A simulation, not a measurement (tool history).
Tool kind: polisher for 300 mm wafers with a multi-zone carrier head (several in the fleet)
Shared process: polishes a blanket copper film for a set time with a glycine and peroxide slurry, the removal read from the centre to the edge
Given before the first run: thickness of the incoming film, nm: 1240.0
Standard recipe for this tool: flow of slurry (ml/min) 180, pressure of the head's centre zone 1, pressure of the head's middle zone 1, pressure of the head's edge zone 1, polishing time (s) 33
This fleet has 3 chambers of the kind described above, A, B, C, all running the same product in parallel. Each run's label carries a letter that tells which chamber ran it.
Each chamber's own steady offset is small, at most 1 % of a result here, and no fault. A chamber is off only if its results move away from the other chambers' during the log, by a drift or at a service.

| run | day | flow of slurry (ml/min) | pressure of the head's centre zone | pressure of the head's middle zone | pressure of the head's edge zone | polishing time (s) | film removed at the wafer's centre (angstrom) | film removed at mid-radius (angstrom) | film removed at the wafer's edge (angstrom) |
|---|---|---|---|---|---|---|---|---|---|
|  | 0.412 | chamber B: worn pad replaced by a new one |
| 1C | 0.546 | 180 | 1 | 1 | 1 | 33 | 2049.3 | 2040.5 | 2027.6 |
| 2B | 0.829 | 180 | 1 | 1 | 1 | 33 | 2025.6 | 2070.7 | 2010.9 |
| 3A | 1.233 | 180 | 1 | 1 | 1 | 33 | 2036 | 2045.1 | 2045.1 |
| 4A | 1.504 | 180 | 1 | 1 | 1 | 33 | 2095.2 | 2060.5 | 2031.8 |
| 5C | 1.779 | 140 | 0.94 | 1 | 1 | 33 | 1799.5 | 1925.6 | 1945.7 |
| 6B | 2.058 | 140 | 0.94 | 1 | 1 | 33 | 1834 | 1948.6 | 1943.8 |
|  | 2.075 | chamber C: worn pad replaced by a new one |
| 7A | 2.542 | 140 | 0.94 | 1 | 1 | 33 | 1799.3 | 1934.4 | 1985.8 |
|  | 2.604 | chamber A: worn pad replaced by a new one |
| 8C | 2.908 | 180 | 1 | 1 | 1 | 33 | 2019.5 | 2047.6 | 1994.5 |
| 9B | 3.196 | 180 | 1 | 1 | 1 | 33 | 2048.8 | 2033.2 | 1964.2 |
|  | 3.629 | chamber C: centre zone pressure recalibrated |
| 10A | 3.629 | 180 | 1 | 1 | 1 | 33 | 2045.3 | 2054.7 | 2054.3 |
| 11B | 4.067 | 180 | 1 | 1 | 1 | 33 | 2038.4 | 2076.9 | 2077.4 |
| 12C | 4.329 | 180 | 1 | 1 | 1 | 33 | 2038 | 2051.9 | 2009.3 |
|  | 4.592 | chamber B: worn pad replaced by a new one |
| 13A | 4.758 | 180 | 1 | 1 | 1 | 33 | 2054.9 | 2029 | 2060.4 |
|  | 5.108 | chamber C: worn pad replaced by a new one |
| 14C | 5.138 | 180 | 1 | 1 | 1 | 33 | 2063.2 | 2054.9 | 2012.7 |
| 15B | 5.467 | 180 | 1 | 1 | 1 | 33 | 2064.8 | 2071 | 2057.7 |
|  | 5.504 | chamber A: edge zone pressure recalibrated |
| 16B | 5.875 | 220 | 1 | 1 | 1.11 | 33 | 2117.8 | 2104.2 | 2137.8 |
|  | 6.254 | chamber A: worn pad replaced by a new one |
| 17A | 6.283 | 220 | 1 | 1 | 1.11 | 33 | 2108.4 | 2131.2 | 2177.6 |
| 18C | 6.725 | 220 | 1 | 1 | 1.11 | 33 | 2103.3 | 2084.6 | 2172.9 |
| 19B | 7.038 | 180 | 1 | 1 | 1 | 33 | 2112.4 | 2030.5 | 2065 |
| 20C | 7.442 | 180 | 1 | 1 | 1 | 33 | 2047.2 | 2032.7 | 2071 |
| 21A | 7.817 | 180 | 1 | 1 | 1 | 33 | 2052.2 | 2036.7 | 2010 |
| 22A | 8.258 | 180 | 1 | 1 | 1 | 43 | 2673.3 | 2719.3 | 2685.4 |
|  | 8.354 | chamber C: worn pad replaced by a new one |
|  | 8.7 | chamber B: worn pad replaced by a new one |
| 23B | 8.779 | 180 | 1 | 1 | 1 | 43 | 2791.9 | 2630.6 | 2659.1 |
| 24C | 9.117 | 180 | 1 | 1 | 1 | 43 | 2658.9 | 2745.9 | 2620 |
|  | 9.492 | chamber A: worn pad replaced by a new one |
| 25C | 9.65 | 180 | 1.04 | 1 | 1 | 23 | 1479.7 | 1416.9 | 1447.3 |
|  | 9.917 | chamber C: edge zone pressure recalibrated |
| 26B | 10.083 | 180 | 1.04 | 1 | 1 | 23 | 1551.1 | 1446.6 | 1441 |
| 27A | 10.662 | 180 | 1.04 | 1 | 1 | 23 | 1471.3 | 1434.1 | 1437.9 |
| 28A | 11.038 | 180 | 1 | 1 | 1 | 33 | 2043.7 | 2024.1 | 2054.4 |
| 29B | 11.504 | 180 | 1 | 1 | 1 | 33 | 2208.1 | 2055.1 | 2036.3 |
| 30C | 11.983 | 180 | 1 | 1 | 1 | 33 | 2003.5 | 2042.8 | 1978 |
|  | 12.212 | chamber C: worn pad replaced by a new one |
| 31A | 12.446 | 180 | 1 | 1 | 1 | 33 | 2021 | 2025.9 | 2056.2 |
|  | 12.671 | chamber B: worn pad replaced by a new one |
| 32B | 12.767 | 180 | 1 | 1 | 1 | 33 | 2210.5 | 2080.6 | 2045.2 |
| 33C | 13.179 | 180 | 1 | 1 | 1 | 33 | 2026.8 | 2031.3 | 2058 |
| 34B | 13.588 | 180 | 1 | 1 | 1 | 33 | 2231.1 | 2052.9 | 2048.7 |

Which is it: a chamber that has drifted or been left off by a service, a gauge drift common to all chambers, or only each chamber's usual small offset? If a chamber is off, name it and its likeliest cause.

It is chamber B that slowly wanders off from its peers.
What lies behind it: centre zone's pressure above its setpoint, % = 8.07.

Which of the 4 candidates below, each the usual settings with something changed and its results left as question marks, puts chamber B back in line with what the other chambers give on the usual settings?
Counts as in line when no further than this from what the other chambers average on the usual settings: film removed at the wafer's centre (angstrom) 74; film removed at mid-radius (angstrom) 74; film removed at the wafer's edge (angstrom) 110
| 35B-1 | 14 | 170 | 0.88 | 1.02 | 1.04 | 33 | ? | ? | ? |
| 35B-2 | 14 | 190 | 1.12 | 0.97 | 0.96 | 34 | ? | ? | ? |
| 35B-3 | 14 | 175 | 0.93 | 1.01 | 1.02 | 33 | ? | ? | ? |
| 35B-4 | 14 | 185 | 1.07 | 0.99 | 0.98 | 33 | ? | ? | ? |

The other chambers' mean on the usual settings: film removed at the wafer's centre (angstrom) 2032.4; film removed at mid-radius (angstrom) 2047; film removed at the wafer's edge (angstrom) 2036.3
| run | film removed at the wafer's centre (angstrom) | film removed at mid-radius (angstrom) | film removed at the wafer's edge (angstrom) |
|---|---|---|---|
| 35B-1 | 1915 | 2064.4 | 2059 |
| 35B-2 | 2616.7 | 2067.2 | 2064.4 |
| 35B-3 | 2045.8 | 2055.8 | 2045.9 |
| 35B-4 | 2406.6 | 2036 | 2018 |
35B-3 brings the chamber back in line.
